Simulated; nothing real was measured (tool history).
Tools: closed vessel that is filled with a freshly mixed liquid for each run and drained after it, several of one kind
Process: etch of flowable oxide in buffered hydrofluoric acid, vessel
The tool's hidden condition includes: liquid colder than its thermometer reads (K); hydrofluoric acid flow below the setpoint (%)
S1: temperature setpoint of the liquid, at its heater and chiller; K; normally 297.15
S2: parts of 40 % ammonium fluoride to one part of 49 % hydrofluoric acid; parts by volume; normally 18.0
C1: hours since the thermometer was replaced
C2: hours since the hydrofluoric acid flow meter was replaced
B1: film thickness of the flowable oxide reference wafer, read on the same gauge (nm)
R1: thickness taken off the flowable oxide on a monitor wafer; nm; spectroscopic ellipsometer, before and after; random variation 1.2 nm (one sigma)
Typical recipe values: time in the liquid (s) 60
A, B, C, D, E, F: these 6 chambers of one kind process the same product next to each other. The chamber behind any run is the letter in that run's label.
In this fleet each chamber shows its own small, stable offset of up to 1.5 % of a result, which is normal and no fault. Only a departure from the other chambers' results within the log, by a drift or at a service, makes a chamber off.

Run 1F, day 0.229: usual settings; C1 1157.1; C2 460.3; B1 60.008. Result: R1 145.29 nm.
Run 2A, day 0.408: usual settings; C1 1026.6; C2 548.0; B1 59.999. Result: R1 144.61 nm.
Run 3C, day 0.596: usual settings; C1 252.3; C2 1271.6; B1 60.000. Result: R1 143.71 nm.
Run 4D, day 0.825: usual settings; C1 1732.1; C2 257.9; B1 59.999. Result: R1 144.44 nm.
Run 5B, day 0.962: usual settings; C1 262.0; C2 153.8; B1 59.991. Result: R1 145.35 nm.
Run 6E, day 1.192: usual settings; C1 313.6; C2 1455.5; B1 60.006. Result: R1 146.10 nm.
Run 7A, day 1.308: usual settings; C1 1048.2; C2 569.6; B1 60.009. Result: R1 146.18 nm.
Run 8C, day 1.542: usual settings; C1 275.0; C2 1294.3; B1 60.018. Result: R1 142.27 nm.
Run 9B, day 1.708: usual settings; C1 279.9; C2 171.7; B1 59.996. Result: R1 145.88 nm.
Run 10D, day 1.879: usual settings; C1 1757.4; C2 283.2; B1 60.003. Result: R1 143.30 nm.
Run 11F, day 2.054: usual settings; C1 1200.9; C2 504.1; B1 59.993. Result: R1 147.68 nm.
Run 12E, day 2.296: usual settings; C1 340.1; C2 1482.0; B1 59.997. Result: R1 144.56 nm.
Run 13F, day 2.458: usual settings; C1 1210.6; C2 513.8; B1 60.009. Result: R1 145.38 nm.
Run 14E, day 2.579: usual settings; C1 346.9; C2 1488.8; B1 60.005. Result: R1 145.02 nm.
Run 15C, day 2.750: usual settings; C1 304.0; C2 1323.3; B1 59.989. Result: R1 143.19 nm.
Run 16A, day 2.950: usual settings; C1 1087.6; C2 609.0; B1 60.003. Result: R1 144.94 nm.
Run 17B, day 3.192: usual settings; C1 315.5; C2 207.3; B1 59.999. Result: R1 144.00 nm.
Run 18D, day 3.408: usual settings; C1 1794.1; C2 319.9; B1 60.005. Result: R1 144.54 nm.
Run 19E, day 3.621: usual settings; C1 371.9; C2 1513.8; B1 59.988. Result: R1 146.03 nm.
Run 20C, day 3.850: usual settings; C1 330.4; C2 1349.7; B1 60.006. Result: R1 142.81 nm.
Run 21F, day 3.996: usual settings; C1 1247.5; C2 550.7; B1 60.004. Result: R1 139.72 nm.
Run 22A, day 4.204: usual settings; C1 1117.7; C2 639.1; B1 60.001. Result: R1 144.07 nm.
Run 23B, day 4.446: usual settings; C1 345.6; C2 237.4; B1 59.994. Result: R1 146.97 nm.
Run 24D, day 4.596: usual settings; C1 1822.6; C2 348.4; B1 59.990. Result: R1 143.00 nm.
Run 25D, day 4.812: usual settings; C1 1827.8; C2 353.6; B1 60.011. Result: R1 142.16 nm.
Run 26B, day 4.950: usual settings; C1 357.7; C2 249.5; B1 60.007. Result: R1 142.71 nm.
Run 27F, day 5.158: usual settings; C1 1275.4; C2 578.6; B1 60.002. Result: R1 137.77 nm.
At day 5.325: chamber D: thermometer replaced.
Run 28C, day 5.396: usual settings; C1 367.5; C2 1386.8; B1 59.999. Result: R1 142.50 nm.
Run 29E, day 5.525: usual settings; C1 417.6; C2 1559.5; B1 59.990. Result: R1 145.43 nm.
Run 30A, day 5.754: usual settings but S1 301.65 K; C1 1154.9; C2 676.3; B1 59.998. Result: R1 185.16 nm.
Run 31A, day 5.883: usual settings but S1 301.65 K; C1 1158.0; C2 679.4; B1 60.027. Result: R1 181.87 nm.
Run 32E, day 6.046: usual settings but S1 301.65 K; C1 430.1; C2 1572.0; B1 59.996. Result: R1 184.34 nm.
Run 33F, day 6.208: usual settings but S1 301.65 K; C1 1300.6; C2 603.8; B1 59.987. Result: R1 172.80 nm.
At day 6.321: chamber C: hydrofluoric acid flow meter replaced.
Run 34C, day 6.383: usual settings but S1 301.65 K; C1 391.2; C2 1.5; B1 59.985. Result: R1 181.78 nm.
Run 35D, day 6.521: usual settings but S1 301.65 K; C1 28.8; C2 394.6; B1 59.994. Result: R1 185.69 nm.
Run 36B, day 6.712: usual settings; C1 400.0; C2 291.8; B1 59.995. Result: R1 144.11 nm.
Run 37B, day 6.917: usual settings; C1 404.9; C2 296.7; B1 59.999. Result: R1 144.52 nm.
Run 38A, day 7.075: usual settings but S2 14.5 parts by volume, time in the liquid (s) 90; C1 1186.6; C2 708.0; B1 60.003. Result: R1 269.19 nm.
Run 39D, day 7.238: usual settings but S2 14.5 parts by volume, time in the liquid (s) 90; C1 46.0; C2 411.8; B1 59.995. Result: R1 268.57 nm.
Run 40E, day 7.446: usual settings but S2 14.5 parts by volume, time in the liquid (s) 90; C1 463.7; C2 1605.6; B1 59.994. Result: R1 270.32 nm.

Next, every chamber runs the same settings. What will each give?
Run 41A, day 7.621: usual settings. Result: R1 ?.
Run 41B, day 7.621: usual settings. Result: R1 ?.
Run 41C, day 7.621: usual settings. Result: R1 ?.
Run 41D, day 7.621: usual settings. Result: R1 ?.
Run 41E, day 7.621: usual settings. Result: R1 ?.
Run 41F, day 7.621: usual settings. Result: R1 ?.

run      R1
41A  143.60
41B  146.08
41C  146.20
41D  141.71
41E  145.63
41F  131.08
